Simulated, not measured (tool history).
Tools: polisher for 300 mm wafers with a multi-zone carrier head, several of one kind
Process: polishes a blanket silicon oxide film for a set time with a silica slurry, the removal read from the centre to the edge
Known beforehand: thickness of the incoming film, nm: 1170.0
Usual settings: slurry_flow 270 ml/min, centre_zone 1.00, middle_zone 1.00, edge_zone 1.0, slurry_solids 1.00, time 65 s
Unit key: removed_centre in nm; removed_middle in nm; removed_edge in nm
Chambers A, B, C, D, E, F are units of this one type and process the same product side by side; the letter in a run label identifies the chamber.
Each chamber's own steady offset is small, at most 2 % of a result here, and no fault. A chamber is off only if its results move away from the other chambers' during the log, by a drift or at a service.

Run 1E, day 0.308: usual settings. Result: removed_centre 177.92 nm, removed_middle 175.44 nm, removed_edge 176.81 nm.
Run 2F, day 0.475: usual settings. Result: removed_centre 174.80 nm, removed_middle 178.48 nm, removed_edge 177.17 nm.
At day 0.696: chamber F: worn pad replaced by a new one.
Run 3A, day 0.696: usual settings. Result: removed_centre 173.68 nm, removed_middle 176.46 nm, removed_edge 176.98 nm.
Run 4B, day 1.021: usual settings. Result: removed_centre 177.06 nm, removed_middle 177.11 nm, removed_edge 176.92 nm.
Run 5C, day 1.367: usual settings. Result: removed_centre 176.19 nm, removed_middle 177.59 nm, removed_edge 176.61 nm.
At day 1.554: chamber E: worn pad replaced by a new one.
Run 6D, day 1.717: usual settings. Result: removed_centre 178.36 nm, removed_middle 177.73 nm, removed_edge 177.74 nm.
Run 7A, day 2.008: usual settings. Result: removed_centre 179.23 nm, removed_middle 176.98 nm, removed_edge 173.86 nm.
At day 2.038: chamber D: centre zone pressure recalibrated.
Run 8B, day 2.296: usual settings. Result: removed_centre 174.12 nm, removed_middle 177.84 nm, removed_edge 175.47 nm.
Run 9F, day 2.646: usual settings. Result: removed_centre 179.14 nm, removed_middle 175.94 nm, removed_edge 177.95 nm.
At day 2.683: chamber A: worn pad replaced by a new one.
At day 2.788: chamber B: worn pad replaced by a new one.
Run 10C, day 2.858: usual settings but centre_zone 1.06. Result: removed_centre 190.64 nm, removed_middle 177.77 nm, removed_edge 176.14 nm.
Run 11E, day 3.171: usual settings but centre_zone 1.06. Result: removed_centre 189.21 nm, removed_middle 175.97 nm, removed_edge 177.94 nm.
At day 3.404: chamber C: worn pad replaced by a new one.
Run 12D, day 3.442: usual settings but centre_zone 1.06. Result: removed_centre 186.91 nm, removed_middle 178.19 nm, removed_edge 176.86 nm.
Run 13A, day 3.771: usual settings but centre_zone 1.06. Result: removed_centre 189.31 nm, removed_middle 175.68 nm, removed_edge 179.90 nm.
Run 14C, day 4.112: usual settings but centre_zone 1.06. Result: removed_centre 188.91 nm, removed_middle 177.42 nm, removed_edge 174.86 nm.
Run 15D, day 4.367: usual settings but centre_zone 1.06. Result: removed_centre 182.82 nm, removed_middle 179.00 nm, removed_edge 175.25 nm.
At day 4.621: chamber E: worn pad replaced by a new one.
At day 4.671: chamber A: slurry nozzle cleaned.
Run 16F, day 4.688: usual settings. Result: removed_centre 170.15 nm, removed_middle 176.87 nm, removed_edge 179.39 nm.
Run 17B, day 5.025: usual settings but slurry_flow 210 ml/min, slurry_solids 0.85. Result: removed_centre 152.37 nm, removed_middle 159.88 nm, removed_edge 158.02 nm.
At day 5.288: chamber B: slurry nozzle cleaned.
Run 18E, day 5.304: usual settings but slurry_flow 210 ml/min, slurry_solids 0.85. Result: removed_centre 157.48 nm, removed_middle 157.80 nm, removed_edge 160.69 nm.
At day 5.412: chamber D: worn pad replaced by a new one.
At day 5.479: chamber A: worn pad replaced by a new one.
Run 19D, day 5.662: usual settings but slurry_flow 210 ml/min, slurry_solids 0.85. Result: removed_centre 154.21 nm, removed_middle 158.75 nm, removed_edge 160.56 nm.
Run 20A, day 5.921: usual settings but slurry_flow 210 ml/min, slurry_solids 0.85. Result: removed_centre 155.11 nm, removed_middle 158.77 nm, removed_edge 159.07 nm.
Run 21C, day 6.171: usual settings but slurry_flow 210 ml/min, slurry_solids 0.85. Result: removed_centre 160.04 nm, removed_middle 159.92 nm, removed_edge 158.62 nm.
At day 6.400: chamber C: worn pad replaced by a new one.
Run 22B, day 6.400: usual settings but slurry_flow 210 ml/min, slurry_solids 0.85. Result: removed_centre 158.59 nm, removed_middle 158.75 nm, removed_edge 159.53 nm.
Run 23F, day 6.658: usual settings but centre_zone 0.95. Result: removed_centre 162.19 nm, removed_middle 177.74 nm, removed_edge 175.64 nm.
Run 24E, day 6.883: usual settings but centre_zone 0.95. Result: removed_centre 172.41 nm, removed_middle 177.57 nm, removed_edge 178.92 nm.
Run 25C, day 7.083: usual settings but centre_zone 0.95. Result: removed_centre 166.36 nm, removed_middle 178.96 nm, removed_edge 175.64 nm.
At day 7.238: chamber B: worn pad replaced by a new one.
At day 7.317: chamber F: worn pad replaced by a new one.
Run 26F, day 7.417: usual settings but centre_zone 0.95. Result: removed_centre 160.68 nm, removed_middle 177.24 nm, removed_edge 178.49 nm.
At day 7.696: chamber B: edge zone pressure recalibrated.
Run 27B, day 7.738: usual settings but centre_zone 0.95. Result: removed_centre 167.86 nm, removed_middle 175.84 nm, removed_edge 174.04 nm.
At day 7.854: chamber E: worn pad replaced by a new one.
Run 28E, day 8.000: usual settings but centre_zone 0.95. Result: removed_centre 168.53 nm, removed_middle 178.04 nm, removed_edge 176.62 nm.
At day 8.104: chamber E: centre zone pressure recalibrated.
Run 29D, day 8.275: usual settings but middle_zone 0.95. Result: removed_centre 173.38 nm, removed_middle 169.52 nm, removed_edge 176.58 nm.
At day 8.321: chamber A: worn pad replaced by a new one.
Run 30A, day 8.492: usual settings but middle_zone 0.95. Result: removed_centre 179.92 nm, removed_middle 167.87 nm, removed_edge 174.91 nm.
Run 31A, day 8.700: usual settings but middle_zone 0.95. Result: removed_centre 172.35 nm, removed_middle 170.81 nm, removed_edge 178.19 nm.
Run 32F, day 9.050: usual settings but middle_zone 0.95. Result: removed_centre 166.65 nm, removed_middle 169.76 nm, removed_edge 176.14 nm.
At day 9.175: chamber D: slurry nozzle cleaned.
Run 33B, day 9.354: usual settings but middle_zone 0.95. Result: removed_centre 174.08 nm, removed_middle 168.41 nm, removed_edge 175.47 nm.
Run 34C, day 9.579: usual settings but middle_zone 0.95. Result: removed_centre 176.81 nm, removed_middle 169.93 nm, removed_edge 174.14 nm.
Run 35E, day 9.742: usual settings. Result: removed_centre 178.27 nm, removed_middle 177.48 nm, removed_edge 180.54 nm.
Run 36D, day 10.067: usual settings. Result: removed_centre 177.47 nm, removed_middle 178.94 nm, removed_edge 177.70 nm.
Run 37E, day 10.342: usual settings. Result: removed_centre 174.75 nm, removed_middle 175.95 nm, removed_edge 176.99 nm.
Run 38D, day 10.575: usual settings but slurry_flow 185 ml/min, edge_zone 1.1. Result: removed_centre 167.47 nm, removed_middle 169.41 nm, removed_edge 176.30 nm.
Run 39A, day 10.738: usual settings but slurry_flow 185 ml/min, edge_zone 1.1. Result: removed_centre 170.20 nm, removed_middle 167.16 nm, removed_edge 174.73 nm.
Run 40B, day 11.008: usual settings but slurry_flow 185 ml/min, edge_zone 1.1. Result: removed_centre 166.82 nm, removed_middle 167.84 nm, removed_edge 179.32 nm.

Does one chamber stand apart from the rest, does the shared gauge drift, or is all well apart from small per-chamber offsets? Give the chamber and the most likely cause, where there is one.

It is chamber F that slowly wanders off from its peers.
Cause: centre zone's pressure below its setpoint, % = 7.67.

Here are 4 candidates for chamber F's next run, each the usual settings with a change, their results left as question marks. Which one brings its results back in line with what the others give on the usual settings?
To be in line, a result may differ from the other chambers' mean on the usual settings by at most: removed_centre 8.00 nm; removed_middle 4.00 nm; removed_edge 8.10 nm
Run 41F-1, day 11.267: usual settings but slurry_flow 265 ml/min, centre_zone 0.92, middle_zone 1.01, edge_zone 1.03. Result: removed_centre ?, removed_middle ?, removed_edge ?.
Run 41F-2, day 11.267: usual settings but slurry_flow 275 ml/min, centre_zone 1.08, middle_zone 0.99, edge_zone 0.97. Result: removed_centre ?, removed_middle ?, removed_edge ?.
Run 41F-3, day 11.267: usual settings but slurry_flow 280 ml/min, centre_zone 1.15, middle_zone 0.97, edge_zone 0.95, time 66 s. Result: removed_centre ?, removed_middle ?, removed_edge ?.
Run 41F-4, day 11.267: usual settings but slurry_flow 260 ml/min, centre_zone 0.87, middle_zone 1.02, edge_zone 1.05. Result: removed_centre ?, removed_middle ?, removed_edge ?.

What the other chambers average on the usual settings: removed_centre 176.99 nm; removed_middle 177.26 nm; removed_edge 176.25 nm
  run  removed_centre  removed_middle  removed_edge
41F-1          147.96          178.37        179.19
41F-2          177.14          175.74        174.27
41F-3          192.91          175.46        175.39
41F-4          138.77          179.63        180.70
41F-2 is the one that brings the chamber's results back in line with the other chambers.

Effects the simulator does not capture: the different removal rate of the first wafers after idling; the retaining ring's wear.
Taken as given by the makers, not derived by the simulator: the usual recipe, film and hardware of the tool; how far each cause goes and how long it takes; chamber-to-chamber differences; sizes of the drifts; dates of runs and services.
